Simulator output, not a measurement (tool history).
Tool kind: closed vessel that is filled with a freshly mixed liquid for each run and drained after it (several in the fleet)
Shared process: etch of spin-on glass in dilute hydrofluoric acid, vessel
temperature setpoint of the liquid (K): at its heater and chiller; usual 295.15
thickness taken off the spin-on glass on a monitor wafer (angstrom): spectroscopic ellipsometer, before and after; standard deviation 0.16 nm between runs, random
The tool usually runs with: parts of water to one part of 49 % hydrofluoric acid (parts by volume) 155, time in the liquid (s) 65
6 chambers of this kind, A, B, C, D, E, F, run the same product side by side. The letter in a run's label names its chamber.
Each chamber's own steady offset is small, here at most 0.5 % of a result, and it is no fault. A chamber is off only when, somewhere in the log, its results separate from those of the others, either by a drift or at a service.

run    day  temperature setpoint of the liquid (K)  parts of water to one part of 49 % hydrofluoric acid (parts by volume)  time in the liquid (s)  hours since the thermometer was replaced  hours since the hydrofluoric acid flow meter was replaced  read-back film thickness of the spin-on glass reference wafer, read on the same gauge (nm)  thickness taken off the spin-on glass on a monitor wafer (angstrom)
 1C  0.162                                  295.15                                                                     155                      65                                    1375.5                                                      876.1                                                                                      110.01                                                               206.38
 2E  0.425                                  295.15                                                                     155                      65                                     103.4                                                      390.4                                                                                      110.05                                                               208.61
 3F  0.567                                  295.15                                                                     155                      65                                     400.7                                                     1809.7                                                                                      110.02                                                               211.03
 4B  0.775                                  295.15                                                                     155                      65                                      81.9                                                     1173.9                                                                                      109.99                                                               208.42
 5A  1.021                                  295.15                                                                     155                      65                                    1457.9                                                      414.4                                                                                      109.99                                                               208.26
 6D  1.317                                  295.15                                                                     155                      65                                     325.4                                                      322.4                                                                                      110.02                                                                  208
 7E   1.55                                  295.15                                                                     155                      65                                     130.4                                                      417.4                                                                                         110                                                               208.57
 8F  1.792                                  295.15                                                                     155                      65                                     430.1                                                     1839.1                                                                                      109.97                                                               208.91
 9D  2.012                                  295.15                                                                     155                      65                                     342.1                                                      339.1                                                                                      110.02                                                               206.42
10A  2.242                                  295.15                                                                     155                      65                                    1487.2                                                      443.7                                                                                      109.98                                                                210.3
11B  2.517                                  295.15                                                                     155                      65                                     123.7                                                     1215.7                                                                                         110                                                               206.85
12C  2.679                                  295.15                                                                     155                      65                                    1435.9                                                      936.5                                                                                      109.97                                                               212.49
13E  2.829                                  295.15                                                                     155                      65                                     161.1                                                      448.1                                                                                      110.01                                                               208.99
14F  2.975                                  295.15                                                                     155                      65                                     458.5                                                     1867.5                                                                                      109.99                                                               211.85
15D  3.179                                  295.15                                                                     155                      65                                     370.1                                                      367.1                                                                                      110.01                                                               207.26
16C  3.479                                  295.15                                                                     155                      65                                    1455.1                                                      955.7                                                                                      109.99                                                               209.22
17A  3.725                                  295.15                                                                     155                      65                                    1522.8                                                      479.3                                                                                      110.04                                                               214.46
18B  3.921                                  295.15                                                                     155                      65                                     157.4                                                     1249.4                                                                                      109.98                                                               208.13
19A  4.204                                  295.15                                                                     155                      65                                    1534.3                                                      490.8                                                                                      110.02                                                               213.44
20D  4.367                                  295.15                                                                     155                      65                                     398.6                                                      395.6                                                                                      110.01                                                               205.96
21E  4.667                                  295.15                                                                     155                      65                                     205.2                                                      492.2                                                                                      110.03                                                               207.06
22F  4.888                                  295.15                                                                     155                      65                                     504.4                                                     1913.4                                                                                      110.01                                                               208.44
23B  5.183                                  295.15                                                                     155                      65                                     187.7                                                     1279.7                                                                                      109.96                                                               208.37
24C  5.329                                  295.15                                                                     155                      65                                    1499.5                                                     1000.1                                                                                      110.04                                                               209.28
25F  5.462                                  295.15                                                                     210                      95                                     518.2                                                     1927.2                                                                                      110.02                                                               214.45
26B  5.696                                  295.15                                                                     210                      95                                       200                                                       1292                                                                                      110.01                                                               213.31
      5.75  -- chamber F: hydrofluoric acid flow meter replaced
27A  5.904                                  295.15                                                                     210                      95                                    1575.1                                                      531.6                                                                                      110.01                                                               222.26
28D  6.125                                  295.15                                                                     210                      95                                     440.8                                                      437.8                                                                                      109.97                                                               210.15
29C    6.3                                  295.15                                                                     210                      95                                    1522.8                                                     1023.4                                                                                      110.02                                                               212.55
30E  6.596                                  295.15                                                                     210                      95                                     251.5                                                      538.5                                                                                         110                                                               209.63
31A  6.742                                  295.15                                                                     155                      65                                    1595.2                                                      551.7                                                                                      110.02                                                               222.99
32C  6.883                                  295.15                                                                     155                      65                                    1536.8                                                     1037.4                                                                                      110.03                                                               208.52
33B  7.108                                  295.15                                                                     155                      65                                     233.9                                                     1325.9                                                                                         110                                                                209.5
34F  7.308                                  295.15                                                                     155                      65                                     562.5                                                       37.5                                                                                      110.01                                                               207.87
35E  7.575                                  295.15                                                                     155                      65                                       275                                                        562                                                                                         110                                                                211.2
36D  7.758                                  295.15                                                                     155                      65                                       480                                                        477                                                                                      110.01                                                               209.75
37C  7.954                                  295.15                                                                     155                      65                                    1562.5                                                     1063.1                                                                                      109.99                                                               208.74
38F  8.208                                  295.15                                                                     155                      65                                     584.1                                                       59.1                                                                                      109.97                                                               208.19
39E  8.492                                  290.65                                                                     105                      65                                       297                                                        584                                                                                      110.01                                                               273.64
40D  8.758                                  290.65                                                                     105                      65                                       504                                                        501                                                                                      110.01                                                               273.28
41A  8.933                                  290.65                                                                     105                      65                                    1647.8                                                      604.3                                                                                      110.05                                                               295.16
42B  9.221                                  290.65                                                                     105                      65                                     284.6                                                     1376.6                                                                                      109.97                                                               268.19

Is one chamber out of step, is the gauge drifting, or do the chambers differ by no more than their own small offsets? For an off chamber, give its letter and the likeliest cause.

It is chamber A that slowly wanders off from its peers.
Likeliest cause: liquid hotter than its thermometer reads (K) = 2.13.
It could be hard to tell apart here from: hydrofluoric acid flow above the setpoint (%).

Chamber A could run next with any of the 4 candidate recipes listed below; each alters the usual settings, and their results appear as question marks. Which one brings its results back in line with what the other chambers deliver on the usual settings?
Maximum distance from the other chambers' mean on the usual settings for a result to count as in line: thickness taken off the spin-on glass on a monitor wafer (angstrom) 5.6
43A-1  9.438                                  294.15                                                                     155                      65                                                                                                                                                                                                                                                                     ?
43A-2  9.438                                  295.15                                                                     155                      60                                                                                                                                                                                                                                                                     ?
43A-3  9.438                                  295.15                                                                     150                      65                                                                                                                                                                                                                                                                     ?
43A-4  9.438                                  297.65                                                                     155                      65                                                                                                                                                                                                                                                                     ?

On the usual settings, the other chambers give on average: thickness taken off the spin-on glass on a monitor wafer (angstrom) 208.47
  run  thickness taken off the spin-on glass on a monitor wafer (angstrom)
43A-1                                                               218.59
43A-2                                                               209.72
43A-3                                                                236.1
43A-4                                                               249.95
43A-2 is the one that brings the chamber's results back in line with the other chambers.
